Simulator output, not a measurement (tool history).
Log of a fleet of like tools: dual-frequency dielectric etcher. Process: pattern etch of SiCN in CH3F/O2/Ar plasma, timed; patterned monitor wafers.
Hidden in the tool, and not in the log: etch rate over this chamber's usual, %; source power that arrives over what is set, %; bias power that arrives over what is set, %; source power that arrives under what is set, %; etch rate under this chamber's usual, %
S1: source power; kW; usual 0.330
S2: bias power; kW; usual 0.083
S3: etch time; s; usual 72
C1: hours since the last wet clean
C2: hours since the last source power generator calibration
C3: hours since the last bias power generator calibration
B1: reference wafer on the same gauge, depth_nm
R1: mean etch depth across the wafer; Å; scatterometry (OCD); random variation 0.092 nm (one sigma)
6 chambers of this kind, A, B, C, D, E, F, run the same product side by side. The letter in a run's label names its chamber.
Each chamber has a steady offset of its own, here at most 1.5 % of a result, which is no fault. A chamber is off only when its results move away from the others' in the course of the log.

At hour 4.1: chamber D: wet clean of the chamber.
Run 1C, hour 8.0: usual settings; C1 642.0; C2 2396.5; C3 158.9; B1 23.702. Result: R1 268.79 Å.
Run 2B, hour 18.2: usual settings; C1 194.9; C2 2862.0; C3 3127.0; B1 23.694. Result: R1 259.21 Å.
At hour 19.0: chamber C: wet clean of the chamber.
Run 3F, hour 33.4: usual settings; C1 60.8; C2 3281.0; C3 1637.3; B1 23.697. Result: R1 263.94 Å.
Run 4A, hour 46.6: usual settings; C1 108.6; C2 2043.7; C3 2412.5; B1 23.703. Result: R1 263.95 Å.
At hour 52.4: chamber E: wet clean of the chamber.
Run 5D, hour 54.1: usual settings; C1 50.0; C2 1053.2; C3 90.0; B1 23.709. Result: R1 265.29 Å.
Run 6E, hour 66.8: usual settings; C1 14.5; C2 1098.4; C3 1756.8; B1 23.704. Result: R1 265.43 Å.
Run 7B, hour 75.7: usual settings; C1 252.4; C2 2919.5; C3 3184.5; B1 23.696. Result: R1 262.62 Å.
Run 8D, hour 91.0: usual settings; C1 86.9; C2 1090.1; C3 126.9; B1 23.707. Result: R1 265.91 Å.
Run 9C, hour 106.9: usual settings; C1 87.9; C2 2495.4; C3 257.8; B1 23.694. Result: R1 265.62 Å.
Run 10E, hour 114.6: usual settings; C1 62.3; C2 1146.2; C3 1804.6; B1 23.703. Result: R1 264.64 Å.
Run 11A, hour 127.6: usual settings; C1 189.6; C2 2124.7; C3 2493.5; B1 23.694. Result: R1 263.26 Å.
Run 12F, hour 137.2: usual settings; C1 164.6; C2 3384.8; C3 1741.1; B1 23.678. Result: R1 264.48 Å.
Run 13A, hour 148.4: usual settings; C1 210.4; C2 2145.5; C3 2514.3; B1 23.710. Result: R1 264.74 Å.
Run 14D, hour 161.8: usual settings; C1 157.7; C2 1160.9; C3 197.7; B1 23.691. Result: R1 266.71 Å.
Run 15E, hour 174.6: usual settings; C1 122.3; C2 1206.2; C3 1864.6; B1 23.722. Result: R1 264.42 Å.
Run 16F, hour 183.6: usual settings; C1 211.0; C2 3431.2; C3 1787.5; B1 23.715. Result: R1 265.68 Å.
Run 17C, hour 192.5: usual settings; C1 173.5; C2 2581.0; C3 343.4; B1 23.716. Result: R1 268.79 Å.
Run 18B, hour 201.1: usual settings; C1 377.8; C2 3044.9; C3 3309.9; B1 23.692. Result: R1 264.99 Å.
Run 19E, hour 213.1: usual settings; C1 160.8; C2 1244.7; C3 1903.1; B1 23.696. Result: R1 263.93 Å.
Run 20B, hour 224.3: usual settings; C1 401.0; C2 3068.1; C3 3333.1; B1 23.688. Result: R1 263.18 Å.
Run 21A, hour 233.0: usual settings; C1 295.0; C2 2230.1; C3 2598.9; B1 23.697. Result: R1 264.73 Å.
Run 22F, hour 243.4: usual settings; C1 270.8; C2 3491.0; C3 1847.3; B1 23.691. Result: R1 265.35 Å.
Run 23C, hour 257.4: usual settings; C1 238.4; C2 2645.9; C3 408.3; B1 23.709. Result: R1 266.72 Å.
Run 24D, hour 273.1: usual settings; C1 269.0; C2 1272.2; C3 309.0; B1 23.709. Result: R1 265.26 Å.
Run 25B, hour 280.1: usual settings; C1 456.8; C2 3123.9; C3 3388.9; B1 23.696. Result: R1 264.84 Å.
Run 26D, hour 290.1: usual settings; C1 286.0; C2 1289.2; C3 326.0; B1 23.691. Result: R1 266.27 Å.
Run 27C, hour 305.5: usual settings; C1 286.5; C2 2694.0; C3 456.4; B1 23.699. Result: R1 267.78 Å.
Run 28E, hour 318.6: usual settings; C1 266.3; C2 1350.2; C3 2008.6; B1 23.703. Result: R1 264.63 Å.
Run 29F, hour 332.5: usual settings; C1 359.9; C2 3580.1; C3 1936.4; B1 23.697. Result: R1 264.33 Å.
Run 30A, hour 346.3: usual settings; C1 408.3; C2 2343.4; C3 2712.2; B1 23.696. Result: R1 266.27 Å.
Run 31B, hour 354.4: usual settings; C1 531.1; C2 3198.2; C3 3463.2; B1 23.701. Result: R1 267.12 Å.
Run 32C, hour 363.2: usual settings; C1 344.2; C2 2751.7; C3 514.1; B1 23.709. Result: R1 266.61 Å.
Run 33F, hour 377.0: usual settings; C1 404.4; C2 3624.6; C3 1980.9; B1 23.695. Result: R1 264.13 Å.
Run 34A, hour 388.4: usual settings; C1 450.4; C2 2385.5; C3 2754.3; B1 23.685. Result: R1 265.49 Å.
Run 35E, hour 403.1: usual settings; C1 350.8; C2 1434.7; C3 2093.1; B1 23.675. Result: R1 263.19 Å.
Run 36D, hour 416.3: usual settings; C1 412.2; C2 1415.4; C3 452.2; B1 23.714. Result: R1 267.86 Å.
Run 37E, hour 423.7: usual settings; C1 371.4; C2 1455.3; C3 2113.7; B1 23.689. Result: R1 262.85 Å.
Run 38A, hour 432.6: usual settings but S2 0.095 kW, S3 83 s; C1 494.6; C2 2429.7; C3 2798.5; B1 23.710. Result: R1 320.22 Å.
Run 39B, hour 443.4: usual settings but S2 0.095 kW, S3 83 s; C1 620.1; C2 3287.2; C3 3552.2; B1 23.711. Result: R1 327.30 Å.
Run 40F, hour 454.1: usual settings but S2 0.095 kW, S3 83 s; C1 481.5; C2 3701.7; C3 2058.0; B1 23.684. Result: R1 323.29 Å.
Run 41C, hour 462.0: usual settings but S2 0.095 kW, S3 83 s; C1 443.0; C2 2850.5; C3 612.9; B1 23.711. Result: R1 325.11 Å.
At hour 468.2: chamber D: wet clean of the chamber.
Run 42D, hour 469.0: usual settings but S2 0.095 kW, S3 83 s; C1 0.8; C2 1468.1; C3 504.9; B1 23.709. Result: R1 324.29 Å.
Run 43C, hour 478.1: usual settings but S2 0.095 kW, S3 83 s; C1 459.1; C2 2866.6; C3 629.0; B1 23.689. Result: R1 323.57 Å.
At hour 479.1: chamber E: wet clean of the chamber.
Run 44E, hour 491.7: usual settings; C1 12.7; C2 1523.3; C3 2181.7; B1 23.703. Result: R1 262.84 Å.

Is one chamber off against the others, does the gauge drift, or is nothing wrong? If a chamber is off, say which, and what the likeliest cause is.

Chamber B drifts away from the others.
Cause: etch rate over this chamber's usual, % = 4.41.

Here are 4 candidates for chamber B's next run, each the usual settings with a change, their results left as question marks. Which one brings its results back in line with what the others give on the usual settings?
In line means no further than this from the other chambers' mean on the usual settings: R1 3.20 Å
Run 45B-1, hour 503.2: usual settings but S3 70.0 s. Result: R1 ?.
Run 45B-2, hour 503.2: usual settings but S3 75.5 s. Result: R1 ?.
Run 45B-3, hour 503.2: usual settings but S2 0.072 kW. Result: R1 ?.
Run 45B-4, hour 503.2: usual settings but S2 0.089 kW. Result: R1 ?.

The other chambers' mean on the usual settings: R1 265.48 Å
  run      R1
45B-1  265.26
45B-2  286.10
45B-3  259.29
45B-4  279.90
45B-1 brings the chamber back in line.

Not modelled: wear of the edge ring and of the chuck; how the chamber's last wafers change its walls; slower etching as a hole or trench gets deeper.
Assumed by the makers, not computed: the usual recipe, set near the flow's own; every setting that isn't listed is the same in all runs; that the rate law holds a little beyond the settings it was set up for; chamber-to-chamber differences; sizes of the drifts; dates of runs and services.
